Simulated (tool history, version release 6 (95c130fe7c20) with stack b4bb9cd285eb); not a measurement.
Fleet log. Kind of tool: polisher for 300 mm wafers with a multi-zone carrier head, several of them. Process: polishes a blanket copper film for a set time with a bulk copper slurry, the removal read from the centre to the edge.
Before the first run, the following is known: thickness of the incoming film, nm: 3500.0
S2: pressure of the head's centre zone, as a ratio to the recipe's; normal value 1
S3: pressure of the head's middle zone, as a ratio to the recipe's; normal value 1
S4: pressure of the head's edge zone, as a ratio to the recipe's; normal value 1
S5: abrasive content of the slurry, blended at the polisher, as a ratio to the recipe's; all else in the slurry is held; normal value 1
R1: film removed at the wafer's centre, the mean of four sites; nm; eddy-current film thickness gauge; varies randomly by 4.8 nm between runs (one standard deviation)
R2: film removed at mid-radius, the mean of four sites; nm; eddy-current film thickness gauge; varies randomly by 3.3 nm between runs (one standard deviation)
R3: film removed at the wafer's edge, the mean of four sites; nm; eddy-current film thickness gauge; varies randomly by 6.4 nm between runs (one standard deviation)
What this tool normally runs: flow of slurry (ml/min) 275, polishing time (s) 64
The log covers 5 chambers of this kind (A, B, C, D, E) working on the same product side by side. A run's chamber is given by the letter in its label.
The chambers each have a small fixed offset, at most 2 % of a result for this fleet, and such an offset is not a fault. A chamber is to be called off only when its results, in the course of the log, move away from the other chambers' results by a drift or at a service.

Run 1E, hour 12.6: usual settings. Result: R1 528.69 nm, R2 533.84 nm, R3 522.71 nm.
At hour 20.2: chamber D: worn pad replaced by a new one.
Run 2B, hour 24.8: usual settings. Result: R1 537.77 nm, R2 533.42 nm, R3 540.38 nm.
At hour 27.9: chamber C: worn pad replaced by a new one.
Run 3C, hour 36.5: usual settings. Result: R1 532.88 nm, R2 530.19 nm, R3 531.1 nm.
At hour 42.1: chamber A: worn pad replaced by a new one.
Run 4A, hour 46.2: usual settings. Result: R1 534.93 nm, R2 520.66 nm, R3 529.91 nm.
Run 5D, hour 54.6: usual settings. Result: R1 535.43 nm, R2 538.4 nm, R3 536.41 nm.
At hour 60: chamber C: edge zone pressure recalibrated.
Run 6B, hour 62.9: usual settings. Result: R1 518.44 nm, R2 532.38 nm, R3 531.86 nm.
At hour 64.9: chamber C: slurry nozzle cleaned.
At hour 65.8: chamber D: slurry nozzle cleaned.
Run 7C, hour 70: usual settings. Result: R1 527.59 nm, R2 527.2 nm, R3 525.85 nm.
Run 8E, hour 77.6: usual settings. Result: R1 532.11 nm, R2 536.03 nm, R3 539.43 nm.
Run 9D, hour 90: usual settings but S2 0.91, S3 1.09. Result: R1 485.17 nm, R2 585.94 nm, R3 540.92 nm.
At hour 94.2: chamber B: worn pad replaced by a new one.
Run 10A, hour 100.4: usual settings but S2 0.91, S3 1.09. Result: R1 481.68 nm, R2 564.2 nm, R3 520.78 nm.
At hour 107.8: chamber E: worn pad replaced by a new one.
Run 11C, hour 108.5: usual settings but S2 0.91, S3 1.09. Result: R1 484.93 nm, R2 571.41 nm, R3 531.81 nm.
At hour 115.3: chamber B: slurry nozzle cleaned.
Run 12B, hour 119.4: usual settings but S2 0.91, S3 1.09. Result: R1 473.3 nm, R2 582.01 nm, R3 541.51 nm.
Run 13D, hour 130.4: usual settings but S2 0.91, S3 1.09. Result: R1 484.49 nm, R2 579.01 nm, R3 544.37 nm.
Run 14E, hour 136.8: usual settings but S3 1.07, S5 0.75. Result: R1 505.25 nm, R2 538.01 nm, R3 512.27 nm.
Run 15A, hour 147.7: usual settings but S3 1.07, S5 0.75. Result: R1 500.63 nm, R2 526.75 nm, R3 490.25 nm.
At hour 149.1: chamber D: worn pad replaced by a new one.
At hour 150.3: chamber C: worn pad replaced by a new one.
Run 16D, hour 157.5: usual settings but S3 1.07, S5 0.75. Result: R1 500.54 nm, R2 535.29 nm, R3 497.25 nm.
At hour 167.4: chamber E: slurry nozzle cleaned.
At hour 167.7: chamber A: centre zone pressure recalibrated.
Run 17E, hour 168.8: usual settings but S3 1.07, S5 0.75. Result: R1 494.09 nm, R2 533.75 nm, R3 510.05 nm.
Run 18B, hour 178.3: usual settings but S3 1.07, S5 0.75. Result: R1 478.64 nm, R2 529.04 nm, R3 504.2 nm.
Run 19C, hour 187.6: usual settings. Result: R1 526.19 nm, R2 527.54 nm, R3 525.5 nm.
Run 20A, hour 196.6: usual settings. Result: R1 525.85 nm, R2 518.71 nm, R3 523.11 nm.
Run 21A, hour 205.9: usual settings. Result: R1 530.82 nm, R2 526.75 nm, R3 520.33 nm.
At hour 206.1: chamber B: worn pad replaced by a new one.
Run 22E, hour 212.1: usual settings. Result: R1 529.87 nm, R2 534.64 nm, R3 532.87 nm.
At hour 215.2: chamber A: worn pad replaced by a new one.
Run 23D, hour 221.6: usual settings. Result: R1 527.11 nm, R2 538.37 nm, R3 535.28 nm.
Run 24C, hour 227.5: usual settings. Result: R1 527.94 nm, R2 522.43 nm, R3 532.07 nm.
Run 25B, hour 235.8: usual settings. Result: R1 513.25 nm, R2 533.04 nm, R3 530.63 nm.
Run 26E, hour 242.3: usual settings. Result: R1 536.94 nm, R2 533.47 nm, R3 525.2 nm.
Run 27D, hour 248: usual settings. Result: R1 533.93 nm, R2 533.66 nm, R3 531.4 nm.
Run 28A, hour 254.9: usual settings. Result: R1 532.88 nm, R2 520.57 nm, R3 539.35 nm.
Run 29B, hour 265.7: usual settings but flow of slurry (ml/min) 365, S5 1.15. Result: R1 543.25 nm, R2 564.06 nm, R3 561.87 nm.
At hour 268.6: chamber C: worn pad replaced by a new one.
Run 30C, hour 273.6: usual settings but flow of slurry (ml/min) 365, S5 1.15. Result: R1 553.47 nm, R2 553.54 nm, R3 568.06 nm.
At hour 275: chamber D: worn pad replaced by a new one.
At hour 275.9: chamber E: worn pad replaced by a new one.
Run 31C, hour 281.3: usual settings but flow of slurry (ml/min) 365, S5 1.15. Result: R1 556.46 nm, R2 554.1 nm, R3 554.32 nm.
Run 32B, hour 291.6: usual settings but flow of slurry (ml/min) 365, S5 1.15. Result: R1 532.7 nm, R2 562.26 nm, R3 565.64 nm.
Run 33D, hour 300.3: usual settings but flow of slurry (ml/min) 365, S5 1.15. Result: R1 568.71 nm, R2 570.24 nm, R3 550.91 nm.
Run 34E, hour 306.8: usual settings. Result: R1 538.6 nm, R2 527.77 nm, R3 537.87 nm.
Run 35A, hour 312.9: usual settings. Result: R1 529.98 nm, R2 522.07 nm, R3 515.98 nm.
At hour 319: chamber B: worn pad replaced by a new one.
Run 36E, hour 324.2: usual settings. Result: R1 535.28 nm, R2 527.15 nm, R3 525.15 nm.
Run 37A, hour 332.4: usual settings. Result: R1 531.83 nm, R2 523.43 nm, R3 536.79 nm.
At hour 342.8: chamber D: centre zone pressure recalibrated.
Run 38B, hour 344.6: usual settings. Result: R1 509.33 nm, R2 531.71 nm, R3 541.05 nm.
Run 39D, hour 350.8: usual settings. Result: R1 530.01 nm, R2 536.91 nm, R3 533.66 nm.
Run 40C, hour 361.7: usual settings. Result: R1 532.37 nm, R2 526.93 nm, R3 534.69 nm.
Run 41D, hour 372.3: usual settings but flow of slurry (ml/min) 195, S4 1.05. Result: R1 506.66 nm, R2 511.57 nm, R3 534.9 nm.

Decide between three cases: one chamber stands off from its peers, the gauge reading all wafers drifts, or nothing is wrong past each chamber's small offset. Where a chamber is off, say which and what most likely put it there.

Chamber B drifts away from the others.
What lies behind it: centre zone's pressure below its setpoint, % = 5.61.

Which of the 4 candidates below, each the usual settings with something changed and its results left as question marks, puts chamber B back in line with what the other chambers give on the usual settings?
In-line tolerance around the mean of the other chambers on the usual settings: R1 17 nm; R2 11 nm; R3 22 nm
Run 42B-1, hour 381.5: usual settings but flow of slurry (ml/min) 265, S2 0.88, S4 1.05, polishing time (s) 65. Result: R1 ?, R2 ?, R3 ?.
Run 42B-2, hour 381.5: usual settings but flow of slurry (ml/min) 285, S2 1.14, S3 0.99, S4 0.94. Result: R1 ?, R2 ?, R3 ?.
Run 42B-3, hour 381.5: usual settings but flow of slurry (ml/min) 270, S2 0.94, S4 1.03. Result: R1 ?, R2 ?, R3 ?.
Run 42B-4, hour 381.5: usual settings but flow of slurry (ml/min) 280, S2 1.06, S4 0.97. Result: R1 ?, R2 ?, R3 ?.

Other chambers, usual settings, mean: R1 530.67 nm; R2 529.11 nm; R3 530 nm
  run      R1      R2      R3
42B-1  434.58  539.39   557.6
42B-2  572.24  529.63  521.65
42B-3  461.13  532.04  544.33
42B-4  527.92  533.83  529.22
It is 42B-4 that realigns the chamber with its peers.

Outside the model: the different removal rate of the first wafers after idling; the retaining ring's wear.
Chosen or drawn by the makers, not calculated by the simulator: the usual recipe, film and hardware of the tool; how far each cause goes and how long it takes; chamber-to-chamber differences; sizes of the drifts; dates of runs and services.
